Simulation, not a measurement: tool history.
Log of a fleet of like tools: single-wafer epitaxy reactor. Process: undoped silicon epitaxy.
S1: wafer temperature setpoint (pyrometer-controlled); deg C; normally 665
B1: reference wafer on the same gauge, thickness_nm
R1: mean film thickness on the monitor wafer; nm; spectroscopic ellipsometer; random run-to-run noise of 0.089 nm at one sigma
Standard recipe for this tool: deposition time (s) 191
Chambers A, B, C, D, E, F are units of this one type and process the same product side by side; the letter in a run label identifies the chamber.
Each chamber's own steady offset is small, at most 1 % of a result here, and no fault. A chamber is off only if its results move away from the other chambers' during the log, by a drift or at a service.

{"run": "1E", "day": 0.212, "S1": 665, "deposition time (s)": 191, "B1": 38.904, "R1": 44.106}
{"run": "2B", "day": 0.462, "S1": 665, "deposition time (s)": 191, "B1": 38.902, "R1": 44.034}
{"run": "3F", "day": 0.583, "S1": 665, "deposition time (s)": 191, "B1": 38.897, "R1": 44.307}
{"run": "4D", "day": 0.746, "S1": 665, "deposition time (s)": 191, "B1": 38.918, "R1": 43.906}
{"run": "5A", "day": 0.946, "S1": 665, "deposition time (s)": 191, "B1": 38.89, "R1": 44.441}
{"run": "6C", "day": 1.167, "S1": 665, "deposition time (s)": 191, "B1": 38.899, "R1": 44.189}
{"run": "7A", "day": 1.333, "S1": 665, "deposition time (s)": 191, "B1": 38.899, "R1": 44.405}
{"run": "8C", "day": 1.562, "S1": 654, "deposition time (s)": 170, "B1": 38.91, "R1": 31.265}
{"run": "9E", "day": 1.717, "S1": 654, "deposition time (s)": 170, "B1": 38.884, "R1": 30.941}
{"run": "10B", "day": 1.883, "S1": 654, "deposition time (s)": 170, "B1": 38.89, "R1": 30.893}
{"run": "11F", "day": 2.092, "S1": 654, "deposition time (s)": 170, "B1": 38.883, "R1": 31.092}
{"run": "12D", "day": 2.371, "S1": 654, "deposition time (s)": 170, "B1": 38.921, "R1": 31.087}
{"run": "13F", "day": 2.529, "S1": 654, "deposition time (s)": 170, "B1": 38.9, "R1": 31.114}
{"run": "14B", "day": 2.704, "S1": 665, "deposition time (s)": 191, "B1": 38.905, "R1": 44.069}
{"run": "15A", "day": 2.867, "S1": 665, "deposition time (s)": 191, "B1": 38.894, "R1": 44.461}
{"run": "16E", "day": 3.075, "S1": 670, "deposition time (s)": 191, "B1": 38.89, "R1": 48.755}
{"run": "17D", "day": 3.225, "S1": 670, "deposition time (s)": 191, "B1": 38.91, "R1": 48.623}
{"run": "18C", "day": 3.496, "S1": 670, "deposition time (s)": 191, "B1": 38.884, "R1": 49.226}
{"run": "19A", "day": 3.738, "S1": 670, "deposition time (s)": 191, "B1": 38.895, "R1": 49.55}
{"run": "20D", "day": 3.904, "S1": 670, "deposition time (s)": 191, "B1": 38.909, "R1": 48.683}
{"run": "21E", "day": 4.175, "S1": 670, "deposition time (s)": 191, "B1": 38.901, "R1": 48.795}
{"run": "22B", "day": 4.396, "S1": 665, "deposition time (s)": 191, "B1": 38.898, "R1": 43.977}
{"run": "23C", "day": 4.546, "S1": 665, "deposition time (s)": 191, "B1": 38.915, "R1": 44.216}
{"day": 4.654, "done": "chamber A: pyrometer calibrated"}
{"run": "24F", "day": 4.754, "S1": 665, "deposition time (s)": 191, "B1": 38.903, "R1": 44.337}
{"run": "25A", "day": 4.904, "S1": 660, "deposition time (s)": 191, "B1": 38.894, "R1": 40.352}
{"run": "26C", "day": 5.046, "S1": 660, "deposition time (s)": 191, "B1": 38.889, "R1": 39.825}
{"run": "27B", "day": 5.171, "S1": 660, "deposition time (s)": 191, "B1": 38.899, "R1": 39.622}
{"run": "28F", "day": 5.417, "S1": 660, "deposition time (s)": 191, "B1": 38.901, "R1": 40.012}
{"run": "29D", "day": 5.558, "S1": 660, "deposition time (s)": 191, "B1": 38.889, "R1": 39.601}
{"run": "30E", "day": 5.817, "S1": 660, "deposition time (s)": 191, "B1": 38.884, "R1": 39.477}
{"run": "31E", "day": 6.071, "S1": 665, "deposition time (s)": 191, "B1": 38.915, "R1": 44.179}
{"run": "32D", "day": 6.208, "S1": 665, "deposition time (s)": 191, "B1": 38.89, "R1": 43.983}
{"run": "33F", "day": 6.438, "S1": 665, "deposition time (s)": 191, "B1": 38.906, "R1": 44.322}
{"run": "34B", "day": 6.604, "S1": 665, "deposition time (s)": 156, "B1": 38.892, "R1": 36.072}
{"run": "35A", "day": 6.796, "S1": 665, "deposition time (s)": 156, "B1": 38.918, "R1": 36.591}
{"run": "36C", "day": 7.058, "S1": 665, "deposition time (s)": 156, "B1": 38.9, "R1": 36.209}
{"run": "37B", "day": 7.275, "S1": 665, "deposition time (s)": 156, "B1": 38.896, "R1": 36.142}
{"run": "38D", "day": 7.521, "S1": 665, "deposition time (s)": 156, "B1": 38.908, "R1": 35.85}
{"run": "39A", "day": 7.788, "S1": 665, "deposition time (s)": 156, "B1": 38.881, "R1": 36.879}

Next, all 6 chambers run the settings below, one line each with question marks for the results. What does each chamber give?
{"run": "40A", "day": 7.988, "S1": 665, "deposition time (s)": 191, "R1": "?"}
{"run": "40B", "day": 7.988, "S1": 665, "deposition time (s)": 191, "R1": "?"}
{"run": "40C", "day": 7.988, "S1": 665, "deposition time (s)": 191, "R1": "?"}
{"run": "40D", "day": 7.988, "S1": 665, "deposition time (s)": 191, "R1": "?"}
{"run": "40E", "day": 7.988, "S1": 665, "deposition time (s)": 191, "R1": "?"}
{"run": "40F", "day": 7.988, "S1": 665, "deposition time (s)": 191, "R1": "?"}

run=40A R1=44.833
run=40B R1=44.160
run=40C R1=44.274
run=40D R1=43.989
run=40E R1=43.971
run=40F R1=44.250

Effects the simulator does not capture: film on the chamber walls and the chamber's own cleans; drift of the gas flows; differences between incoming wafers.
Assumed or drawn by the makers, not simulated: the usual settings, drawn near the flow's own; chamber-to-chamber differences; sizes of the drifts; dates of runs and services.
